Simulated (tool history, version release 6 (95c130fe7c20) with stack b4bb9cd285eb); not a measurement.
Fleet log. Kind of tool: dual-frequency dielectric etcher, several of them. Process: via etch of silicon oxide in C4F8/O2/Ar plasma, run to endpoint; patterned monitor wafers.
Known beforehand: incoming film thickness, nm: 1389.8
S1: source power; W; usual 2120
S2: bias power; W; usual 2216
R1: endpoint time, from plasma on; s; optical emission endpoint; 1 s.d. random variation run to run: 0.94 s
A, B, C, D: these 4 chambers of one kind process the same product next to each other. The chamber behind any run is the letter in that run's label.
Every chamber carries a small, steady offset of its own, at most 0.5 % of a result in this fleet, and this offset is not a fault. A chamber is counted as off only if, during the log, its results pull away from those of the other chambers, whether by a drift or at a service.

run 1A hour=5.9 | S1=2120 S2=2216 | R1=261.32
run 2B hour=10.7 | S1=2120 S2=2216 | R1=261.3
run 3D hour=17.6 | S1=2120 S2=2216 | R1=259.82
run 4C hour=22.7 | S1=2120 S2=2216 | R1=259.55
run 5B hour=29.2 | S1=2120 S2=2216 | R1=259.44
run 6C hour=35 | S1=2120 S2=2216 | R1=258.61
run 7A hour=42.6 | S1=2120 S2=2216 | R1=261.44
run 8D hour=51.7 | S1=2120 S2=2216 | R1=260.72
run 9C hour=55.7 | S1=2420 S2=2671 | R1=231.5
run 10D hour=61.7 | S1=2420 S2=2671 | R1=231.98
run 11B hour=67.5 | S1=2420 S2=2671 | R1=234.38
run 12A hour=71.5 | S1=2420 S2=2671 | R1=233.33
run 13A hour=78.2 | S1=2290 S2=2741 | R1=237.04
-- hour=78.5 chamber B: wet clean of the chamber
run 14B hour=84.9 | S1=2290 S2=2741 | R1=235.28
run 15D hour=89.1 | S1=2290 S2=2741 | R1=235.1
run 16C hour=96.2 | S1=2290 S2=2741 | R1=235.99
run 17A hour=105.2 | S1=2480 S2=2455 | R1=237.96
-- hour=105.6 chamber D: wet clean of the chamber
run 18D hour=109.3 | S1=2480 S2=2455 | R1=232.16
run 19B hour=114.3 | S1=2480 S2=2455 | R1=238.43
run 20C hour=122.1 | S1=2480 S2=2455 | R1=235.86
run 21D hour=127.2 | S1=2120 S2=2216 | R1=253.38
run 22C hour=135.3 | S1=2120 S2=2216 | R1=258.37
run 23A hour=139.5 | S1=2120 S2=2216 | R1=260.18
run 24B hour=147.5 | S1=2120 S2=2216 | R1=260.05
run 25A hour=152.2 | S1=2120 S2=2216 | R1=260.8
-- hour=154 chamber A: bias power generator calibrated
run 26D hour=159.6 | S1=2120 S2=2216 | R1=252.87
run 27B hour=163.7 | S1=2120 S2=2216 | R1=260.79
run 28C hour=169 | S1=2120 S2=2216 | R1=259.94
run 29A hour=177.1 | S1=2460 S2=1958 | R1=253.66
run 30B hour=185.5 | S1=2460 S2=1958 | R1=255.53
run 31D hour=191.3 | S1=2460 S2=1958 | R1=247.77
run 32C hour=200.5 | S1=2460 S2=1958 | R1=252.48
run 33C hour=205.6 | S1=2600 S2=2052 | R1=242.99
run 34D hour=210.1 | S1=2600 S2=2052 | R1=239.16
run 35B hour=215.6 | S1=2600 S2=2052 | R1=246.7
run 36A hour=220 | S1=2600 S2=2052 | R1=246.33
run 37D hour=227.7 | S1=2120 S2=2395 | R1=249.23
-- hour=228.6 chamber C: wet clean of the chamber
run 38C hour=234.2 | S1=2120 S2=2395 | R1=252.97
run 39B hour=243.3 | S1=2120 S2=2395 | R1=254.28
run 40A hour=252.3 | S1=2120 S2=2395 | R1=256.6
run 41C hour=258.6 | S1=2120 S2=2216 | R1=259.69

Next, every chamber runs the same settings. What will each give?
run 42A hour=265.2 | S1=2120 S2=2216 | R1=?
run 42B hour=265.2 | S1=2120 S2=2216 | R1=?
run 42C hour=265.2 | S1=2120 S2=2216 | R1=?
run 42D hour=265.2 | S1=2120 S2=2216 | R1=?

run=42A R1=262.08
run=42B R1=262.41
run=42C R1=258.19
run=42D R1=253.33
